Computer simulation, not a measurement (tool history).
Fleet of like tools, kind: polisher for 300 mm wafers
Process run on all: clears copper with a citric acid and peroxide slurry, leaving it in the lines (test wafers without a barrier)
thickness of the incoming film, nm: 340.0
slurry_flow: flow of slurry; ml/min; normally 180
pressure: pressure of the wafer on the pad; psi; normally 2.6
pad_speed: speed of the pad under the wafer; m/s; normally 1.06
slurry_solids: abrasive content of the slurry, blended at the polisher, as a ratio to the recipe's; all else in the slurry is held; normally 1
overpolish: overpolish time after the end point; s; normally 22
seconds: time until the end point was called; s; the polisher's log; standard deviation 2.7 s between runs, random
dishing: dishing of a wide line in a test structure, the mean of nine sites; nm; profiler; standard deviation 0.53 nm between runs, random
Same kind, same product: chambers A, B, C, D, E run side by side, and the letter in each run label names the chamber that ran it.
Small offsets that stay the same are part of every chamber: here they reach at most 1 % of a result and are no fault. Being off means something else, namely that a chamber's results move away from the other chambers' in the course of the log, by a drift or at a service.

run,hour,slurry_flow,pressure,pad_speed,slurry_solids,overpolish,seconds,dishing
1E,9.6,180,2.6,1.06,1,22,187.17,27.371
# hour 11.1: chamber D: worn pad replaced by a new one
2B,14.6,180,2.6,1.06,1,22,187.07,27.119
3D,19.4,180,2.6,1.06,1,22,183.77,26.188
4A,27.5,180,2.6,1.06,1,22,184.84,27.587
5C,34.2,180,2.6,1.06,1,22,185.7,27.691
6E,39,180,3.4,1.34,1,22,116.41,40.219
# hour 45: chamber A: worn pad replaced by a new one
7B,46.3,180,3.4,1.34,1,22,114.5,39.906
8D,51.3,180,3.4,1.34,1,22,112,40.476
# hour 58.6: chamber B: slurry blender recalibrated
9C,61.7,180,3.4,1.34,1,22,114.1,41.663
# hour 64.2: chamber D: head pressure recalibrated
10A,66.8,180,3.4,1.34,1,22,113.91,41.373
11B,74.6,180,2.6,0.7,1,22,276.6,18.757
12E,82.5,180,2.6,0.7,1,22,274.15,19.337
13A,90.9,180,2.6,0.7,1,22,281.48,18.698
14D,101.2,180,2.6,0.7,1,22,274.63,19.244
# hour 103: chamber B: slurry nozzle cleaned
15C,107.6,180,2.6,0.7,1,22,272.59,19.457
16A,115.1,180,2.6,1.06,1,22,182.35,27.472
# hour 116.8: chamber A: slurry blender recalibrated
# hour 118.4: chamber B: worn pad replaced by a new one
17E,120.6,180,2.6,1.06,1,22,184.04,27.376
18B,125.6,180,2.6,1.06,1,22,187.71,28.52
# hour 126.6: chamber B: head pressure recalibrated
# hour 130.8: chamber E: worn pad replaced by a new one
19C,135,180,2.6,1.06,1,22,177.44,27.861
20D,141.4,180,2.6,1.06,1,22,186.69,26.796
# hour 147.7: chamber C: worn pad replaced by a new one
21B,151.3,180,2.6,1.06,1,22,190.98,28.03
22E,160.9,180,2.6,1.06,1,22,186.25,28.106
23A,169.3,180,2.6,1.06,1,22,191.07,26.948
24C,176.1,180,2.6,1.06,1,22,181.3,27.465
25D,185.4,180,2.6,1.06,1,22,185.75,27.366
26D,190.8,180,2.6,1.06,1,22,186.04,26.512
# hour 192.3: chamber A: worn pad replaced by a new one
27A,201.2,180,2.6,1.06,1,22,184.1,26.4
28C,211.3,180,2.6,1.06,1,22,184.29,27.394
# hour 211.5: chamber D: worn pad replaced by a new one
# hour 212.3: chamber E: slurry blender recalibrated
29E,217.1,180,2.6,1.06,1,22,185.41,27.397
# hour 220.9: chamber C: slurry blender recalibrated
30B,225.9,180,2.6,1.06,1,22,188.48,28.277
31D,231.1,180,2.6,1.06,1,22,182.55,27.612
32C,237.3,180,2.6,1.06,1,22,182.91,27.814
33E,247.1,180,2.6,1.06,1,22,187.5,26.348
34A,254.8,180,2.6,1.06,1,22,189.76,27.366

What goes on in this fleet: one chamber off, a drifting gauge, or nothing beyond the chambers' own small offsets? Name the chamber and the cause, if any.

All chambers stay in line apart from their small fixed offsets, and the gauge does not drift.
